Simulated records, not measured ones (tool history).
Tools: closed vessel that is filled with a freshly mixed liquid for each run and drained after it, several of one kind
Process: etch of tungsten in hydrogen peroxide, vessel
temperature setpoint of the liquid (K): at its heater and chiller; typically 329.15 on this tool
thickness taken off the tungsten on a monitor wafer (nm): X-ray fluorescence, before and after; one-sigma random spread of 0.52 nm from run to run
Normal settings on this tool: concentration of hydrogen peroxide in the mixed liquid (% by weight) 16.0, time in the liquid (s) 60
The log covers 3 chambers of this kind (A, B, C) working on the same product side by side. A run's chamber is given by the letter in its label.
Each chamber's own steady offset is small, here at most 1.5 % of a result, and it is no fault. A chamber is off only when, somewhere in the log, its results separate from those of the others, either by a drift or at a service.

run,hour,temperature setpoint of the liquid (K),concentration of hydrogen peroxide in the mixed liquid (% by weight),time in the liquid (s),hours since the thermometer was replaced,hours since the peroxide flow meter was replaced,hours since the drum of peroxide was connected,"read-back film thickness of the tungsten reference wafer, read on the same gauge (nm)",thickness taken off the tungsten on a monitor wafer (nm)
1C,14.2,329.15,16.0,60,616.5,397.8,289.0,69.983,63.937
2B,24.1,329.15,16.0,60,831.5,298.2,360.0,70.034,64.224
# hour 30.0: chamber C: new drum of peroxide connected
3A,35.1,329.15,16.0,60,297.8,1412.3,84.1,70.038,63.876
4C,46.7,329.15,16.0,60,649.0,430.3,16.7,69.982,64.981
5B,56.8,329.15,16.0,60,864.2,330.9,392.7,70.034,64.322
6A,66.5,335.65,16.0,60,329.2,1443.7,115.5,70.023,95.051
7C,77.5,335.65,16.0,60,679.8,461.1,47.5,70.016,93.502
8B,90.6,335.65,16.0,60,898.0,364.7,426.5,70.002,92.408
9A,101.6,329.15,16.0,60,364.3,1478.8,150.6,70.015,64.467
10A,117.5,329.15,18.5,60,380.2,1494.7,166.5,70.004,70.343
11C,131.4,329.15,18.5,60,733.7,515.0,101.4,69.990,69.699
12B,144.5,329.15,18.5,60,951.9,418.6,480.4,69.955,67.667
13C,155.8,329.15,16.0,60,758.1,539.4,125.8,70.011,64.553
14A,166.4,329.15,16.0,60,429.1,1543.6,215.4,70.033,63.678
15B,178.6,329.15,16.0,60,986.0,452.7,514.5,70.006,62.652
16C,193.4,329.15,12.5,60,795.7,577.0,163.4,70.014,57.376
17B,203.1,329.15,12.5,60,1010.5,477.2,539.0,69.982,54.428
18A,214.9,329.15,12.5,60,477.6,1592.1,263.9,69.956,57.457
19B,223.1,329.15,16.0,60,1030.5,497.2,559.0,70.027,61.877
20A,237.3,329.15,16.0,60,500.0,1614.5,286.3,69.969,64.733
# hour 238.7: chamber C: thermometer replaced
21C,251.2,329.15,16.0,60,12.6,634.8,221.2,69.988,65.959
22B,260.5,329.15,16.0,60,1067.9,534.6,596.4,70.045,61.541
23A,276.7,329.15,16.0,60,539.4,1653.9,325.7,69.993,65.429
# hour 278.6: chamber A: peroxide flow meter replaced
24C,288.8,329.15,16.0,60,50.2,672.4,258.8,70.012,64.830
# hour 299.7: chamber A: thermometer replaced
25B,299.9,329.15,13.5,60,1107.3,574.0,635.8,69.986,54.470
26A,307.1,329.15,13.5,60,7.4,28.5,356.1,70.013,59.354
27C,314.7,329.15,13.5,60,76.1,698.3,284.7,70.051,59.645
28C,326.3,329.15,16.0,60,87.7,709.9,296.3,69.988,64.512
29B,335.2,329.15,16.0,60,1142.6,609.3,671.1,69.961,59.228
30A,348.8,329.15,16.0,60,49.1,70.2,397.8,69.985,65.071
31B,359.5,329.15,16.0,60,1166.9,633.6,695.4,70.002,57.595

For the next run the whole fleet of 3 chambers uses the same settings. Give each chamber's results:
32A,371.1,329.15,21.0,60,,,,,?
32B,371.1,329.15,21.0,60,,,,,?
32C,371.1,329.15,21.0,60,,,,,?

run,thickness taken off the tungsten on a monitor wafer (nm)
32A,74.109
32B,66.242
32C,74.464
